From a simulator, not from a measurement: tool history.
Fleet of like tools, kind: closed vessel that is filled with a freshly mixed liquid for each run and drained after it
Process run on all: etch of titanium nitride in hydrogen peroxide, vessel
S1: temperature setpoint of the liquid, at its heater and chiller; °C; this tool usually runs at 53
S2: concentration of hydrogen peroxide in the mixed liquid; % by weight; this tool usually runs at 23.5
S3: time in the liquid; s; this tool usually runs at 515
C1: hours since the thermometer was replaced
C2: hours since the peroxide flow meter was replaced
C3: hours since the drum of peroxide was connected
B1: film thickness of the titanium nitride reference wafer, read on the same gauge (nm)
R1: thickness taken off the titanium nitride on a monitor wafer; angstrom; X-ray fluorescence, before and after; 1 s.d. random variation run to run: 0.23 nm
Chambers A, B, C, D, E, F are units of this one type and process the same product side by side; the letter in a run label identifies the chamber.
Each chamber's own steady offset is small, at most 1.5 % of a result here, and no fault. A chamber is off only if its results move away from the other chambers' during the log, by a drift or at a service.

run,hour,S1,S2,S3,C1,C2,C3,B1,R1
1D,13.5,53,23.5,515,463,277.8,451.1,69.977,316.92
2A,25.7,53,23.5,515,1151.6,571.2,610.6,69.988,320.69
# hour 29.4: chamber B: new drum of peroxide connected
3E,34.1,53,23.5,515,43.5,1654.6,815.8,69.966,318.58
4F,43.7,53,23.5,515,1277.1,497,636.8,69.994,317.74
5B,55.6,53,20.5,515,605.9,1226.7,26.2,70.021,317.92
6C,64.6,53,20.5,515,751.2,271.9,497.1,70.046,310.51
7F,78.1,53,20.5,515,1311.5,531.4,671.2,69.987,312.01
8C,88.4,53,20.5,515,775,295.7,520.9,69.986,313.14
# hour 90: chamber A: new drum of peroxide connected
9D,97.4,53,20.5,515,546.9,361.7,535,70.026,310.68
10E,103.7,53,20.5,515,113.1,1724.2,885.4,70.03,310.46
11A,113.4,53,23.5,515,1239.3,658.9,23.5,70.004,318.63
12B,120.6,53,20,515,670.9,1291.7,91.2,70.012,315.49
13D,130.3,53,20,515,579.8,394.6,567.9,70.03,308.68
# hour 130.8: chamber E: new drum of peroxide connected
14F,143.1,53,20,515,1376.5,596.4,736.2,69.977,310.24
15E,153.1,53,20,515,162.5,1773.6,22.3,70.039,309.53
16B,162.2,53,20,515,712.5,1333.3,132.8,69.998,317.2
17A,174.1,53,20,515,1300,719.6,84.2,70.008,297.74
18C,183.1,53,23.5,515,869.7,390.4,615.6,69.978,323.58
19B,190,53,23.5,690,740.3,1361.1,160.6,69.987,437.57
# hour 197.1: chamber D: peroxide flow meter replaced
20A,200.4,53,23.5,690,1326.3,745.9,110.5,70.003,415.88
21D,211.6,53,23.5,690,661.1,14.6,649.2,69.977,428.47
22F,225.2,53,23.5,690,1458.6,678.5,818.3,69.989,427.6
23C,235.9,53,23.5,690,922.5,443.2,668.4,70.01,434.01
24E,248.4,53,23.5,690,257.8,1868.9,117.6,70.031,422.08
25E,258.9,53,23.5,515,268.3,1879.4,128.1,69.951,315.68
26F,270,53,23.5,515,1503.4,723.3,863.1,69.97,319.85
27A,276.3,53,23.5,515,1402.2,821.8,186.4,70,296.98
28C,283.9,53,23.5,515,970.5,491.2,716.4,70.031,325.26
29D,293.7,53,23.5,515,743.2,96.7,731.3,70.01,318.9
30B,306.6,53,23.5,515,856.9,1477.7,277.2,70.059,326.01
# hour 314.5: chamber C: peroxide flow meter replaced
31C,318.6,53,23.5,515,1005.2,4.2,751.1,70.025,321.82
32A,326.2,53,23.5,515,1452.1,871.7,236.3,69.951,297.77
33E,336.9,53,23.5,515,346.3,1957.4,206.1,70.031,320.38
34D,343.4,53,29.5,350,792.9,146.4,781,70.074,227.45
35B,351.4,53,29.5,350,901.7,1522.5,322,70.002,232.49
# hour 360.9: chamber F: new drum of peroxide connected
36F,363.9,53,29.5,350,1597.3,817.2,3,69.951,229.77
37C,377.6,53,29.5,350,1064.2,63.2,810.1,69.993,232.51
38B,390.2,53,29.5,350,940.5,1561.3,360.8,70.045,233.07

For the next run the whole fleet of 6 chambers uses the same settings. Give each chamber's results:
39A,400.2,53,23.5,230,,,,,?
39B,400.2,53,23.5,230,,,,,?
39C,400.2,53,23.5,230,,,,,?
39D,400.2,53,23.5,230,,,,,?
39E,400.2,53,23.5,230,,,,,?
39F,400.2,53,23.5,230,,,,,?

run,R1
39A,129.31
39B,142.48
39C,143.56
39D,142.73
39E,141
39F,142.1
